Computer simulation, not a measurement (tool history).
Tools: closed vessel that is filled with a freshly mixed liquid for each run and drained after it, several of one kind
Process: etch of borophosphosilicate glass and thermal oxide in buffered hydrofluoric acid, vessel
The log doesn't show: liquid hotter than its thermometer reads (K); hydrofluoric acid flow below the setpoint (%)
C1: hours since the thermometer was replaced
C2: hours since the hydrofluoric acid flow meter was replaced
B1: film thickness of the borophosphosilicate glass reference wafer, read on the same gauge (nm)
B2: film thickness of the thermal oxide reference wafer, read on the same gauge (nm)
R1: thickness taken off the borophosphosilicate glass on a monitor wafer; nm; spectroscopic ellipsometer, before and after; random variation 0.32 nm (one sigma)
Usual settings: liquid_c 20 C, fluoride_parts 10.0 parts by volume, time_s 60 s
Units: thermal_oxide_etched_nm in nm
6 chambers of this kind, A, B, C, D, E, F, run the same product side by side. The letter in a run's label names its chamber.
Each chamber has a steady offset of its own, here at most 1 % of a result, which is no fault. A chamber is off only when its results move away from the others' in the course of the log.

run 1B day=0.117 | liquid_c=20 fluoride_parts=10.0 time_s=60 | C1=407.1 C2=861.7 | B1=40.017 B2=79.982 | R1=73.357 thermal_oxide_etched_nm=55.543
run 2E day=0.267 | liquid_c=20 fluoride_parts=10.0 time_s=60 | C1=741.2 C2=1899.3 | B1=40.034 B2=79.959 | R1=72.994 thermal_oxide_etched_nm=55.521
run 3F day=0.479 | liquid_c=20 fluoride_parts=10.0 time_s=60 | C1=2828.1 C2=978.0 | B1=39.984 B2=79.985 | R1=72.906 thermal_oxide_etched_nm=55.614
run 4A day=0.712 | liquid_c=20 fluoride_parts=10.0 time_s=60 | C1=1350.2 C2=568.6 | B1=39.983 B2=79.963 | R1=72.701 thermal_oxide_etched_nm=55.187
run 5D day=0.875 | liquid_c=20 fluoride_parts=10.0 time_s=60 | C1=838.1 C2=827.0 | B1=40.026 B2=79.983 | R1=72.164 thermal_oxide_etched_nm=55.333
run 6C day=1.042 | liquid_c=20 fluoride_parts=10.0 time_s=60 | C1=995.3 C2=1163.8 | B1=40.001 B2=79.975 | R1=72.612 thermal_oxide_etched_nm=55.627
run 7A day=1.221 | liquid_c=20 fluoride_parts=10.0 time_s=60 | C1=1362.4 C2=580.8 | B1=39.999 B2=80.040 | R1=72.556 thermal_oxide_etched_nm=55.236
run 8D day=1.367 | liquid_c=20 fluoride_parts=10.0 time_s=70 | C1=849.9 C2=838.8 | B1=40.016 B2=79.985 | R1=85.013 thermal_oxide_etched_nm=64.730
run 9F day=1.604 | liquid_c=20 fluoride_parts=10.0 time_s=70 | C1=2855.1 C2=1005.0 | B1=40.004 B2=80.011 | R1=85.130 thermal_oxide_etched_nm=64.616
run 10E day=1.850 | liquid_c=20 fluoride_parts=10.0 time_s=70 | C1=779.2 C2=1937.3 | B1=40.012 B2=80.008 | R1=85.041 thermal_oxide_etched_nm=64.316
run 11C day=2.017 | liquid_c=20 fluoride_parts=10.0 time_s=70 | C1=1018.7 C2=1187.2 | B1=39.995 B2=80.007 | R1=85.154 thermal_oxide_etched_nm=64.082
run 12B day=2.250 | liquid_c=20 fluoride_parts=10.0 time_s=70 | C1=458.3 C2=912.9 | B1=40.045 B2=80.001 | R1=86.009 thermal_oxide_etched_nm=64.733
run 13E day=2.442 | liquid_c=20 fluoride_parts=10.0 time_s=70 | C1=793.4 C2=1951.5 | B1=39.963 B2=80.004 | R1=84.450 thermal_oxide_etched_nm=65.215
run 14D day=2.638 | liquid_c=20 fluoride_parts=10.0 time_s=60 | C1=880.4 C2=869.3 | B1=39.980 B2=79.982 | R1=72.499 thermal_oxide_etched_nm=55.380
run 15F day=2.783 | liquid_c=20 fluoride_parts=10.0 time_s=60 | C1=2883.4 C2=1033.3 | B1=39.990 B2=80.026 | R1=72.864 thermal_oxide_etched_nm=55.451
run 16B day=2.908 | liquid_c=20 fluoride_parts=10.0 time_s=60 | C1=474.1 C2=928.7 | B1=39.990 B2=80.029 | R1=73.817 thermal_oxide_etched_nm=55.288
run 17C day=3.117 | liquid_c=20 fluoride_parts=10.0 time_s=60 | C1=1045.1 C2=1213.6 | B1=40.017 B2=79.992 | R1=71.960 thermal_oxide_etched_nm=55.078
run 18A day=3.325 | liquid_c=20 fluoride_parts=10.0 time_s=60 | C1=1412.9 C2=631.3 | B1=39.997 B2=80.005 | R1=72.742 thermal_oxide_etched_nm=55.367
run 19C day=3.512 | liquid_c=20 fluoride_parts=10.0 time_s=60 | C1=1054.6 C2=1223.1 | B1=40.000 B2=79.978 | R1=72.418 thermal_oxide_etched_nm=55.947
run 20A day=3.671 | liquid_c=20 fluoride_parts=10.0 time_s=60 | C1=1421.2 C2=639.6 | B1=40.000 B2=80.038 | R1=73.328 thermal_oxide_etched_nm=55.014
run 21E day=3.912 | liquid_c=20 fluoride_parts=10.0 time_s=60 | C1=828.7 C2=1986.8 | B1=40.002 B2=80.005 | R1=73.001 thermal_oxide_etched_nm=55.514
run 22D day=4.038 | liquid_c=20 fluoride_parts=10.0 time_s=60 | C1=914.0 C2=902.9 | B1=39.990 B2=80.001 | R1=72.359 thermal_oxide_etched_nm=55.082
run 23F day=4.204 | liquid_c=20 fluoride_parts=8.0 time_s=85 | C1=2917.5 C2=1067.4 | B1=40.046 B2=80.008 | R1=126.930 thermal_oxide_etched_nm=95.372
run 24B day=4.388 | liquid_c=20 fluoride_parts=8.0 time_s=85 | C1=509.6 C2=964.2 | B1=39.974 B2=80.001 | R1=125.830 thermal_oxide_etched_nm=94.854
run 25A day=4.504 | liquid_c=20 fluoride_parts=8.0 time_s=85 | C1=1441.2 C2=659.6 | B1=39.992 B2=80.007 | R1=125.340 thermal_oxide_etched_nm=93.926
run 26E day=4.633 | liquid_c=20 fluoride_parts=8.0 time_s=85 | C1=846.0 C2=2004.1 | B1=39.991 B2=80.006 | R1=125.830 thermal_oxide_etched_nm=95.756
run 27D day=4.829 | liquid_c=20 fluoride_parts=8.0 time_s=85 | C1=933.0 C2=921.9 | B1=39.996 B2=79.990 | R1=124.610 thermal_oxide_etched_nm=96.501
run 28B day=5.062 | liquid_c=20 fluoride_parts=8.0 time_s=85 | C1=525.8 C2=980.4 | B1=39.973 B2=79.993 | R1=126.690 thermal_oxide_etched_nm=94.452
run 29F day=5.179 | liquid_c=20 fluoride_parts=10.0 time_s=60 | C1=2940.9 C2=1090.8 | B1=40.038 B2=79.968 | R1=72.891 thermal_oxide_etched_nm=55.053
-- day=5.192 chamber C: hydrofluoric acid flow meter replaced
run 30C day=5.288 | liquid_c=20 fluoride_parts=10.0 time_s=60 | C1=1097.2 C2=2.4 | B1=40.026 B2=80.003 | R1=72.344 thermal_oxide_etched_nm=55.492
run 31B day=5.396 | liquid_c=20 fluoride_parts=10.0 time_s=60 | C1=533.8 C2=988.4 | B1=40.009 B2=79.995 | R1=73.237 thermal_oxide_etched_nm=55.738
run 32E day=5.646 | liquid_c=20 fluoride_parts=10.0 time_s=60 | C1=870.3 C2=2028.4 | B1=40.004 B2=80.005 | R1=73.121 thermal_oxide_etched_nm=55.716
run 33A day=5.762 | liquid_c=20 fluoride_parts=10.0 time_s=60 | C1=1471.4 C2=689.8 | B1=39.978 B2=79.966 | R1=73.238 thermal_oxide_etched_nm=55.158
run 34F day=5.933 | liquid_c=20 fluoride_parts=7.5 time_s=60 | C1=2959.0 C2=1108.9 | B1=40.007 B2=80.028 | R1=95.465 thermal_oxide_etched_nm=71.790
run 35D day=6.146 | liquid_c=20 fluoride_parts=7.5 time_s=60 | C1=964.6 C2=953.5 | B1=40.006 B2=79.998 | R1=94.483 thermal_oxide_etched_nm=71.584
run 36C day=6.329 | liquid_c=20 fluoride_parts=7.5 time_s=60 | C1=1122.2 C2=27.4 | B1=39.994 B2=80.009 | R1=95.713 thermal_oxide_etched_nm=72.539
run 37F day=6.475 | liquid_c=20 fluoride_parts=7.5 time_s=60 | C1=2972.0 C2=1121.9 | B1=39.980 B2=80.012 | R1=95.254 thermal_oxide_etched_nm=71.879
run 38D day=6.700 | liquid_c=20 fluoride_parts=7.5 time_s=60 | C1=977.9 C2=966.8 | B1=39.997 B2=80.003 | R1=93.973 thermal_oxide_etched_nm=71.711
run 39A day=6.946 | liquid_c=20 fluoride_parts=7.5 time_s=60 | C1=1499.8 C2=718.2 | B1=39.976 B2=79.998 | R1=95.541 thermal_oxide_etched_nm=72.160

Is one chamber off against the others, does the gauge drift, or is nothing wrong? If a chamber is off, say which, and what the likeliest cause is.

No chamber stands off beyond its own small offset, and the gauge holds steady.
